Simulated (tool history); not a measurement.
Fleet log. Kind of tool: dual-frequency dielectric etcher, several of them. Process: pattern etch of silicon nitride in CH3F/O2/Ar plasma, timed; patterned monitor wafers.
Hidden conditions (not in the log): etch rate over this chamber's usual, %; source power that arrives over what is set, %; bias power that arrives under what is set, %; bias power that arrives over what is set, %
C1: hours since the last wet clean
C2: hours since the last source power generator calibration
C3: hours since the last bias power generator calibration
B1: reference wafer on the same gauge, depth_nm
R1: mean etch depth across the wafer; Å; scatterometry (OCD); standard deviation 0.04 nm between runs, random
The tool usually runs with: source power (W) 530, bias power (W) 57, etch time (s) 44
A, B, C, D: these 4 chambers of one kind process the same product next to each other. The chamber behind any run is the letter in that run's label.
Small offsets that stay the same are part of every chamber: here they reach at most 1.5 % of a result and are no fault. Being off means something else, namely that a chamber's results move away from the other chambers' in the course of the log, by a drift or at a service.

{"run": "1B", "day": 0.404, "source power (W)": 530, "bias power (W)": 57, "etch time (s)": 44, "C1": 15.7, "C2": 390.2, "C3": 1587.1, "B1": 35.606, "R1": 316.77}
{"run": "2C", "day": 0.696, "source power (W)": 530, "bias power (W)": 57, "etch time (s)": 44, "C1": 355.2, "C2": 642.9, "C3": 1540.8, "B1": 35.607, "R1": 319.93}
{"run": "3D", "day": 1.229, "source power (W)": 530, "bias power (W)": 57, "etch time (s)": 44, "C1": 337.9, "C2": 213.5, "C3": 1752.3, "B1": 35.607, "R1": 321.88}
{"run": "4A", "day": 1.888, "source power (W)": 530, "bias power (W)": 57, "etch time (s)": 44, "C1": 47, "C2": 2588.5, "C3": 2068.1, "B1": 35.627, "R1": 315.69}
{"run": "5B", "day": 2.254, "source power (W)": 530, "bias power (W)": 62, "etch time (s)": 33.5, "C1": 60.1, "C2": 434.6, "C3": 1631.5, "B1": 35.628, "R1": 248.02}
{"run": "6A", "day": 2.625, "source power (W)": 530, "bias power (W)": 62, "etch time (s)": 33.5, "C1": 64.7, "C2": 2606.2, "C3": 2085.8, "B1": 35.622, "R1": 247.64}
{"run": "7D", "day": 2.917, "source power (W)": 530, "bias power (W)": 62, "etch time (s)": 33.5, "C1": 378.4, "C2": 254, "C3": 1792.8, "B1": 35.633, "R1": 252.26}
{"run": "8C", "day": 3.488, "source power (W)": 530, "bias power (W)": 62, "etch time (s)": 33.5, "C1": 422.2, "C2": 709.9, "C3": 1607.8, "B1": 35.635, "R1": 250.91}
{"run": "9A", "day": 3.842, "source power (W)": 530, "bias power (W)": 57, "etch time (s)": 44, "C1": 93.9, "C2": 2635.4, "C3": 2115, "B1": 35.646, "R1": 316.03}
{"run": "10B", "day": 4.296, "source power (W)": 530, "bias power (W)": 57, "etch time (s)": 44, "C1": 109.1, "C2": 483.6, "C3": 1680.5, "B1": 35.659, "R1": 318.19}
{"run": "11C", "day": 4.654, "source power (W)": 530, "bias power (W)": 57, "etch time (s)": 44, "C1": 450.2, "C2": 737.9, "C3": 1635.8, "B1": 35.645, "R1": 321.14}
{"run": "12D", "day": 5.046, "source power (W)": 530, "bias power (W)": 57, "etch time (s)": 44, "C1": 429.5, "C2": 305.1, "C3": 1843.9, "B1": 35.655, "R1": 323.7}
{"run": "13D", "day": 5.45, "source power (W)": 530, "bias power (W)": 57, "etch time (s)": 44, "C1": 439.2, "C2": 314.8, "C3": 1853.6, "B1": 35.656, "R1": 322.6}
{"run": "14B", "day": 5.929, "source power (W)": 530, "bias power (W)": 57, "etch time (s)": 44, "C1": 148.3, "C2": 522.8, "C3": 1719.7, "B1": 35.662, "R1": 318.44}
{"run": "15C", "day": 6.579, "source power (W)": 530, "bias power (W)": 57, "etch time (s)": 44, "C1": 496.4, "C2": 784.1, "C3": 1682, "B1": 35.667, "R1": 320.82}
{"run": "16A", "day": 7.054, "source power (W)": 530, "bias power (W)": 63, "etch time (s)": 44, "C1": 171, "C2": 2712.5, "C3": 2192.1, "B1": 35.683, "R1": 327.16}
{"run": "17A", "day": 7.408, "source power (W)": 530, "bias power (W)": 63, "etch time (s)": 44, "C1": 179.5, "C2": 2721, "C3": 2200.6, "B1": 35.672, "R1": 327.01}
{"run": "18C", "day": 7.717, "source power (W)": 530, "bias power (W)": 63, "etch time (s)": 44, "C1": 523.7, "C2": 811.4, "C3": 1709.3, "B1": 35.692, "R1": 331.97}
{"run": "19B", "day": 8.317, "source power (W)": 530, "bias power (W)": 63, "etch time (s)": 44, "C1": 205.6, "C2": 580.1, "C3": 1777, "B1": 35.695, "R1": 328.21}
{"run": "20D", "day": 8.946, "source power (W)": 530, "bias power (W)": 57, "etch time (s)": 55, "C1": 523.1, "C2": 398.7, "C3": 1937.5, "B1": 35.697, "R1": 403.9}
{"run": "21D", "day": 9.517, "source power (W)": 530, "bias power (W)": 57, "etch time (s)": 55, "C1": 536.8, "C2": 412.4, "C3": 1951.2, "B1": 35.693, "R1": 404.15}
{"run": "22C", "day": 10.012, "source power (W)": 530, "bias power (W)": 57, "etch time (s)": 55, "C1": 578.8, "C2": 866.5, "C3": 1764.4, "B1": 35.705, "R1": 402.11}
{"day": 10.267, "done": "chamber C: wet clean of the chamber"}
{"run": "23A", "day": 10.488, "source power (W)": 530, "bias power (W)": 57, "etch time (s)": 55, "C1": 253.4, "C2": 2794.9, "C3": 2274.5, "B1": 35.706, "R1": 395.87}
{"run": "24B", "day": 10.975, "source power (W)": 590, "bias power (W)": 57, "etch time (s)": 48, "C1": 269.4, "C2": 643.9, "C3": 1840.8, "B1": 35.707, "R1": 362.11}
{"run": "25B", "day": 11.321, "source power (W)": 590, "bias power (W)": 57, "etch time (s)": 48, "C1": 277.7, "C2": 652.2, "C3": 1849.1, "B1": 35.715, "R1": 362.46}
{"run": "26A", "day": 11.808, "source power (W)": 590, "bias power (W)": 57, "etch time (s)": 48, "C1": 285.1, "C2": 2826.6, "C3": 2306.2, "B1": 35.728, "R1": 360.16}
{"run": "27D", "day": 12.246, "source power (W)": 590, "bias power (W)": 57, "etch time (s)": 48, "C1": 602.3, "C2": 477.9, "C3": 2016.7, "B1": 35.725, "R1": 367.5}
{"run": "28C", "day": 12.758, "source power (W)": 530, "bias power (W)": 57, "etch time (s)": 44, "C1": 59.9, "C2": 932.4, "C3": 1830.3, "B1": 35.743, "R1": 322.17}
{"run": "29B", "day": 13.321, "source power (W)": 530, "bias power (W)": 57, "etch time (s)": 44, "C1": 325.7, "C2": 700.2, "C3": 1897.1, "B1": 35.74, "R1": 318.27}
{"day": 13.717, "done": "chamber D: wet clean of the chamber"}
{"run": "30C", "day": 13.825, "source power (W)": 530, "bias power (W)": 57, "etch time (s)": 44, "C1": 85.5, "C2": 958, "C3": 1855.9, "B1": 35.754, "R1": 321.91}
{"run": "31D", "day": 14.162, "source power (W)": 530, "bias power (W)": 57, "etch time (s)": 44, "C1": 10.8, "C2": 523.9, "C3": 2062.7, "B1": 35.742, "R1": 323.24}
{"run": "32A", "day": 14.696, "source power (W)": 530, "bias power (W)": 62, "etch time (s)": 54.5, "C1": 354.4, "C2": 2895.9, "C3": 2375.5, "B1": 35.764, "R1": 404.25}
{"day": 15.008, "done": "chamber B: wet clean of the chamber"}
{"run": "33A", "day": 15.138, "source power (W)": 530, "bias power (W)": 62, "etch time (s)": 54.5, "C1": 365, "C2": 2906.5, "C3": 2386.1, "B1": 35.774, "R1": 404.15}
{"run": "34D", "day": 15.804, "source power (W)": 530, "bias power (W)": 62, "etch time (s)": 54.5, "C1": 50.2, "C2": 563.3, "C3": 2102.1, "B1": 35.762, "R1": 411.75}
{"run": "35B", "day": 16.446, "source power (W)": 530, "bias power (W)": 62, "etch time (s)": 54.5, "C1": 34.5, "C2": 775.2, "C3": 1972.1, "B1": 35.777, "R1": 404.94}
{"run": "36C", "day": 16.821, "source power (W)": 530, "bias power (W)": 57, "etch time (s)": 44, "C1": 157.4, "C2": 1029.9, "C3": 1927.8, "B1": 35.775, "R1": 322.03}

All 4 chambers run these settings next. Forecast each chamber's results:
{"run": "37A", "day": 17.296, "source power (W)": 530, "bias power (W)": 57, "etch time (s)": 44, "R1": "?"}
{"run": "37B", "day": 17.296, "source power (W)": 530, "bias power (W)": 57, "etch time (s)": 44, "R1": "?"}
{"run": "37C", "day": 17.296, "source power (W)": 530, "bias power (W)": 57, "etch time (s)": 44, "R1": "?"}
{"run": "37D", "day": 17.296, "source power (W)": 530, "bias power (W)": 57, "etch time (s)": 44, "R1": "?"}

run=37A R1=317.5
run=37B R1=318.88
run=37C R1=322.63
run=37D R1=323.58

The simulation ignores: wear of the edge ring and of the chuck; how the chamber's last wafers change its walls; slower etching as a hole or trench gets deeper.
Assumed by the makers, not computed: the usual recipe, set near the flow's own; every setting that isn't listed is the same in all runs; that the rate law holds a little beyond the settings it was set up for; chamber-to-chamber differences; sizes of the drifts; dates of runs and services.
